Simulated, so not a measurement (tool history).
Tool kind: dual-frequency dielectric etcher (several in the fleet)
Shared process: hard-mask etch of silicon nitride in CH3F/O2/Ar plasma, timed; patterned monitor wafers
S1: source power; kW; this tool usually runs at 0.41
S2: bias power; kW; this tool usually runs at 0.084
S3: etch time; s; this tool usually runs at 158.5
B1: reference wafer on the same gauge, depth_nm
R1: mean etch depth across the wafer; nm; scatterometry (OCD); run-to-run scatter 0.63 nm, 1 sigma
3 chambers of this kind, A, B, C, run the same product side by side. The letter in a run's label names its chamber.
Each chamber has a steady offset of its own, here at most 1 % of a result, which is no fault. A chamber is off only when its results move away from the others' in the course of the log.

{"run": "1A", "hour": 10.2, "S1": 0.41, "S2": 0.084, "S3": 158.5, "B1": 121.87, "R1": 117.69}
{"run": "2B", "hour": 19.2, "S1": 0.41, "S2": 0.084, "S3": 158.5, "B1": 121.97, "R1": 119.15}
{"run": "3C", "hour": 30.8, "S1": 0.41, "S2": 0.084, "S3": 158.5, "B1": 121.88, "R1": 117.24}
{"run": "4C", "hour": 40.5, "S1": 0.41, "S2": 0.084, "S3": 158.5, "B1": 121.98, "R1": 118.39}
{"hour": 45.1, "done": "chamber B: wet clean of the chamber"}
{"run": "5A", "hour": 49.9, "S1": 0.41, "S2": 0.084, "S3": 158.5, "B1": 122.03, "R1": 117.98}
{"run": "6B", "hour": 59.8, "S1": 0.41, "S2": 0.084, "S3": 158.5, "B1": 122.1, "R1": 118.9}
{"run": "7A", "hour": 71.5, "S1": 0.41, "S2": 0.084, "S3": 158.5, "B1": 121.89, "R1": 117.12}
{"run": "8C", "hour": 80.1, "S1": 0.41, "S2": 0.084, "S3": 158.5, "B1": 122.01, "R1": 115.79}
{"run": "9B", "hour": 91.2, "S1": 0.41, "S2": 0.084, "S3": 158.5, "B1": 122.04, "R1": 119.58}
{"run": "10A", "hour": 101.0, "S1": 0.41, "S2": 0.084, "S3": 158.5, "B1": 122, "R1": 117.54}
{"run": "11C", "hour": 107.9, "S1": 0.41, "S2": 0.084, "S3": 158.5, "B1": 121.99, "R1": 115.46}
{"run": "12B", "hour": 113.4, "S1": 0.41, "S2": 0.075, "S3": 158.5, "B1": 121.93, "R1": 114.46}
{"run": "13A", "hour": 125.1, "S1": 0.41, "S2": 0.075, "S3": 158.5, "B1": 121.99, "R1": 112.8}
{"run": "14B", "hour": 133.4, "S1": 0.41, "S2": 0.075, "S3": 158.5, "B1": 121.86, "R1": 113.99}
{"run": "15C", "hour": 138.9, "S1": 0.41, "S2": 0.084, "S3": 158.5, "B1": 121.73, "R1": 114.76}
{"hour": 140.9, "done": "chamber A: wet clean of the chamber"}
{"run": "16B", "hour": 147.3, "S1": 0.41, "S2": 0.084, "S3": 158.5, "B1": 121.95, "R1": 119.83}
{"run": "17A", "hour": 155.7, "S1": 0.41, "S2": 0.084, "S3": 158.5, "B1": 121.99, "R1": 117.3}
{"run": "18C", "hour": 165.6, "S1": 0.41, "S2": 0.084, "S3": 158.5, "B1": 122.01, "R1": 113.47}
{"run": "19A", "hour": 173.6, "S1": 0.41, "S2": 0.084, "S3": 158.5, "B1": 122.11, "R1": 117.59}
{"run": "20C", "hour": 185.3, "S1": 0.41, "S2": 0.07, "S3": 158.5, "B1": 122.15, "R1": 105.64}

Next, all 3 chambers run the settings below, one line each with question marks for the results. What does each chamber give?
{"run": "21A", "hour": 194.4, "S1": 0.41, "S2": 0.084, "S3": 158.5, "R1": "?"}
{"run": "21B", "hour": 194.4, "S1": 0.41, "S2": 0.084, "S3": 158.5, "R1": "?"}
{"run": "21C", "hour": 194.4, "S1": 0.41, "S2": 0.084, "S3": 158.5, "R1": "?"}

run=21A R1=118.35
run=21B R1=118.5
run=21C R1=111.64
